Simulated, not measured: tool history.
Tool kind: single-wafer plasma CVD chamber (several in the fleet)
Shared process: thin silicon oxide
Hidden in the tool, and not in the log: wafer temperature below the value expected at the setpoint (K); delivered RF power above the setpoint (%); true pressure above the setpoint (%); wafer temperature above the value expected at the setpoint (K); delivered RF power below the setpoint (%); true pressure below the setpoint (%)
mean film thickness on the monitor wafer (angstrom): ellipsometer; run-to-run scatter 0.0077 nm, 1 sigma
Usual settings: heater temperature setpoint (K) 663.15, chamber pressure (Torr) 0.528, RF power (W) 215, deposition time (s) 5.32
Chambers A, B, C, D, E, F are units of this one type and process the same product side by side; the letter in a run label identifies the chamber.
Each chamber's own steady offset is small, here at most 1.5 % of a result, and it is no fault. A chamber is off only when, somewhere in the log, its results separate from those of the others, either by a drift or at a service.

run,hour,heater temperature setpoint (K),chamber pressure (Torr),RF power (W),deposition time (s),hours since the last thermocouple change,hours since the last RF generator calibration,hours since the last manometer calibration,"read-back reference wafer on the same gauge, thickness_nm",mean film thickness on the monitor wafer (angstrom)
1D,5.4,663.15,0.528,215,5.32,413.8,63.5,1080,5.4081,54.575
2C,10.1,663.15,0.528,215,5.32,2621.7,827.9,169.4,5.4079,54.392
3A,16.1,663.15,0.528,215,5.32,2872,2686.6,897,5.4084,55.37
# hour 18.7: chamber F: capacitance manometer re-zeroed and calibrated
4E,19.8,663.15,0.528,215,5.32,136.1,467.3,1816.8,5.4048,54.595
5B,25.5,663.15,0.528,215,5.32,1947.8,980.5,436.6,5.4061,54.492
6F,31.3,663.15,0.528,215,5.32,2432.6,146.1,12.7,5.4035,54.811
7D,37.2,663.15,0.528,215,5.32,445.6,95.3,1111.8,5.4048,54.456
# hour 37.9: chamber F: thermocouple changed; heater temperature recalibrated
8B,42.4,663.15,0.528,215,5.32,1964.7,997.4,453.5,5.401,54.284
9A,46.5,663.15,0.528,215,5.32,2902.4,2717,927.4,5.4014,55.243
10C,49.5,663.15,0.528,215,5.32,2661.1,867.3,208.8,5.4023,54.464
11E,53.8,663.15,0.528,215,5.32,170.1,501.3,1850.8,5.4015,54.497
12F,56.8,663.15,0.528,215,5.32,18.9,171.6,38.2,5.4002,54.913
13D,60.7,663.15,0.528,215,5.32,469.1,118.8,1135.3,5.399,54.407
14B,65.5,663.15,0.528,215,5.32,1987.8,1020.5,476.6,5.399,54.417
15F,71.8,663.15,0.528,215,5.32,33.9,186.6,53.2,5.3982,54.842
16E,78.4,663.15,0.528,215,5.32,194.7,525.9,1875.4,5.3968,54.653
# hour 80.1: chamber A: thermocouple changed; heater temperature recalibrated
17C,81.4,663.15,0.528,215,5.32,2693,899.2,240.7,5.3947,54.342
18A,87.4,663.15,0.528,215,5.32,7.4,2757.9,968.3,5.3944,55.085
19B,93.5,663.15,0.528,215,5.32,2015.8,1048.5,504.6,5.3945,54.416
20C,100.1,663.15,0.528,215,5.32,2711.7,917.9,259.4,5.3935,54.266
# hour 103.4: chamber A: RF generator calibrated
21D,105.5,672.15,0.528,215,6.18,513.9,163.6,1180.1,5.3931,62.733
22F,112,672.15,0.528,215,6.18,74.1,226.8,93.4,5.3915,63.2
23E,118,672.15,0.528,215,6.18,234.3,565.5,1915,5.3894,62.999
# hour 119: chamber C: thermocouple changed; heater temperature recalibrated
24A,121,672.15,0.528,215,6.18,41,17.6,1001.9,5.3901,63.624
25E,127.4,672.15,0.528,215,6.18,243.7,574.9,1924.4,5.3901,62.915
26D,133.2,672.15,0.528,215,6.18,541.6,191.3,1207.8,5.388,62.617
27C,139.6,657.15,0.528,235,5.32,20.7,957.4,298.9,5.387,56.804
28A,144,657.15,0.528,235,5.32,64,40.6,1024.9,5.3868,57.773
29F,148.7,657.15,0.528,235,5.32,110.8,263.5,130.1,5.3832,57.333
30B,154,657.15,0.528,235,5.32,2076.3,1109,565.1,5.3837,56.862
31A,160.7,657.15,0.528,235,5.32,80.7,57.3,1041.6,5.3841,57.492
32E,165.9,657.15,0.528,235,5.32,282.2,613.4,1962.9,5.3841,56.776
33D,169.4,651.15,0.477,215,5.32,577.8,227.5,1244,5.3814,48.623
34F,173.2,651.15,0.477,215,5.32,135.3,288,154.6,5.3807,48.947
35B,178.8,651.15,0.477,215,5.32,2101.1,1133.8,589.9,5.3813,48.753
36C,183.9,651.15,0.477,215,5.32,65,1001.7,343.2,5.3825,48.719

For the next run the whole fleet of 6 chambers uses the same settings. Give each chamber's results:
37A,188.9,663.15,0.528,215,5.32,,,,,?
37B,188.9,663.15,0.528,215,5.32,,,,,?
37C,188.9,663.15,0.528,215,5.32,,,,,?
37D,188.9,663.15,0.528,215,5.32,,,,,?
37E,188.9,663.15,0.528,215,5.32,,,,,?
37F,188.9,663.15,0.528,215,5.32,,,,,?

run,mean film thickness on the monitor wafer (angstrom)
37A,54.993
37B,54.16
37C,54.34
37D,54.214
37E,54.289
37F,54.636
